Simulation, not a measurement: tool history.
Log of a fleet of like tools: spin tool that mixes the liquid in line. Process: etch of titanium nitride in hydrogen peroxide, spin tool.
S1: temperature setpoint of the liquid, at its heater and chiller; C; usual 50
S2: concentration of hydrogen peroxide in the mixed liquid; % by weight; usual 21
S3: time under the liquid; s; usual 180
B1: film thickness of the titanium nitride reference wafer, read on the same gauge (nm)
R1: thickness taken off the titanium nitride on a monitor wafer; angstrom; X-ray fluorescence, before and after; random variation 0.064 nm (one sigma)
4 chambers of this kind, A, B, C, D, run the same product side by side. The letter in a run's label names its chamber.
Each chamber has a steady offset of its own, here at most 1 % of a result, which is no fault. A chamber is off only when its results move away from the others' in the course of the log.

{"run": "1A", "day": 0.367, "S1": 50, "S2": 21, "S3": 180, "B1": 79.978, "R1": 148.71}
{"run": "2B", "day": 0.842, "S1": 50, "S2": 21, "S3": 180, "B1": 79.98, "R1": 148.3}
{"day": 0.929, "done": "chamber A: new drum of peroxide connected"}
{"run": "3C", "day": 1.212, "S1": 50, "S2": 21, "S3": 180, "B1": 80.029, "R1": 151.98}
{"run": "4D", "day": 1.554, "S1": 50, "S2": 21, "S3": 180, "B1": 80.01, "R1": 149.37}
{"run": "5A", "day": 1.946, "S1": 50, "S2": 21, "S3": 180, "B1": 79.977, "R1": 149.13}
{"run": "6D", "day": 2.325, "S1": 50, "S2": 21, "S3": 180, "B1": 79.964, "R1": 149.97}
{"run": "7B", "day": 2.683, "S1": 50, "S2": 21, "S3": 180, "B1": 79.972, "R1": 149.32}
{"run": "8C", "day": 2.95, "S1": 50, "S2": 21, "S3": 180, "B1": 79.973, "R1": 151.16}
{"run": "9D", "day": 3.308, "S1": 50, "S2": 21, "S3": 180, "B1": 80.006, "R1": 150.8}
{"run": "10C", "day": 3.608, "S1": 50, "S2": 21, "S3": 180, "B1": 79.987, "R1": 150.2}
{"run": "11A", "day": 4.004, "S1": 50, "S2": 21, "S3": 180, "B1": 80.017, "R1": 149.42}
{"run": "12B", "day": 4.242, "S1": 50, "S2": 21, "S3": 180, "B1": 79.996, "R1": 148.54}
{"run": "13B", "day": 4.512, "S1": 50, "S2": 21, "S3": 180, "B1": 80.034, "R1": 148.93}
{"run": "14A", "day": 4.771, "S1": 50, "S2": 21, "S3": 180, "B1": 79.978, "R1": 150.45}
{"run": "15D", "day": 5.183, "S1": 50, "S2": 21, "S3": 180, "B1": 80.03, "R1": 149.58}
{"day": 5.204, "done": "chamber C: thermometer replaced"}
{"run": "16C", "day": 5.492, "S1": 50, "S2": 21, "S3": 180, "B1": 79.987, "R1": 151.43}
{"run": "17B", "day": 5.921, "S1": 50, "S2": 21, "S3": 180, "B1": 80.004, "R1": 149.59}
{"run": "18D", "day": 6.271, "S1": 50, "S2": 21, "S3": 180, "B1": 80.039, "R1": 150.17}
{"day": 6.346, "done": "chamber D: new drum of peroxide connected"}
{"day": 6.512, "done": "chamber B: new drum of peroxide connected"}
{"run": "19A", "day": 6.633, "S1": 50, "S2": 21, "S3": 180, "B1": 80.004, "R1": 149.06}
{"run": "20C", "day": 6.988, "S1": 50, "S2": 21, "S3": 180, "B1": 79.985, "R1": 151.09}
{"run": "21A", "day": 7.346, "S1": 50, "S2": 17.5, "S3": 280, "B1": 79.988, "R1": 221.26}
{"run": "22B", "day": 7.608, "S1": 50, "S2": 17.5, "S3": 280, "B1": 79.991, "R1": 224.07}
{"run": "23D", "day": 7.962, "S1": 50, "S2": 17.5, "S3": 280, "B1": 80.002, "R1": 226.32}
{"run": "24C", "day": 8.3, "S1": 50, "S2": 17.5, "S3": 280, "B1": 80.022, "R1": 225.56}
{"run": "25C", "day": 8.6, "S1": 50, "S2": 21, "S3": 180, "B1": 80.004, "R1": 151.16}
{"run": "26D", "day": 9.0, "S1": 50, "S2": 21, "S3": 180, "B1": 79.985, "R1": 149.65}
{"day": 9.212, "done": "chamber D: thermometer replaced"}
{"run": "27B", "day": 9.475, "S1": 50, "S2": 21, "S3": 180, "B1": 80.019, "R1": 148.44}
{"run": "28A", "day": 9.962, "S1": 50, "S2": 21, "S3": 180, "B1": 80.005, "R1": 148.14}
{"run": "29B", "day": 10.304, "S1": 50, "S2": 21, "S3": 180, "B1": 79.988, "R1": 149.82}
{"run": "30A", "day": 10.608, "S1": 50, "S2": 23.5, "S3": 245, "B1": 80.04, "R1": 203.83}
{"run": "31C", "day": 11.054, "S1": 50, "S2": 23.5, "S3": 245, "B1": 79.972, "R1": 208.83}
{"run": "32D", "day": 11.312, "S1": 50, "S2": 23.5, "S3": 245, "B1": 80.026, "R1": 209.6}
{"run": "33D", "day": 11.746, "S1": 50, "S2": 23.5, "S3": 245, "B1": 79.985, "R1": 210.12}
{"run": "34A", "day": 12.138, "S1": 50, "S2": 21, "S3": 180, "B1": 79.994, "R1": 146.24}
{"run": "35B", "day": 12.383, "S1": 50, "S2": 21, "S3": 180, "B1": 79.99, "R1": 149.53}
{"run": "36C", "day": 12.658, "S1": 50, "S2": 21, "S3": 180, "B1": 80.023, "R1": 152.01}
{"run": "37A", "day": 12.979, "S1": 50, "S2": 21, "S3": 180, "B1": 80.01, "R1": 145.87}
{"run": "38D", "day": 13.342, "S1": 50, "S2": 21, "S3": 180, "B1": 79.983, "R1": 150.13}
{"run": "39B", "day": 13.604, "S1": 50, "S2": 21, "S3": 180, "B1": 79.992, "R1": 148.97}
{"run": "40C", "day": 14.112, "S1": 50, "S2": 21, "S3": 180, "B1": 79.996, "R1": 151.55}

Next, every chamber runs the same settings. What will each give?
{"run": "41A", "day": 14.475, "S1": 50, "S2": 21, "S3": 180, "R1": "?"}
{"run": "41B", "day": 14.475, "S1": 50, "S2": 21, "S3": 180, "R1": "?"}
{"run": "41C", "day": 14.475, "S1": 50, "S2": 21, "S3": 180, "R1": "?"}
{"run": "41D", "day": 14.475, "S1": 50, "S2": 21, "S3": 180, "R1": "?"}

run=41A R1=145.27
run=41B R1=149.44
run=41C R1=151.25
run=41D R1=149.97
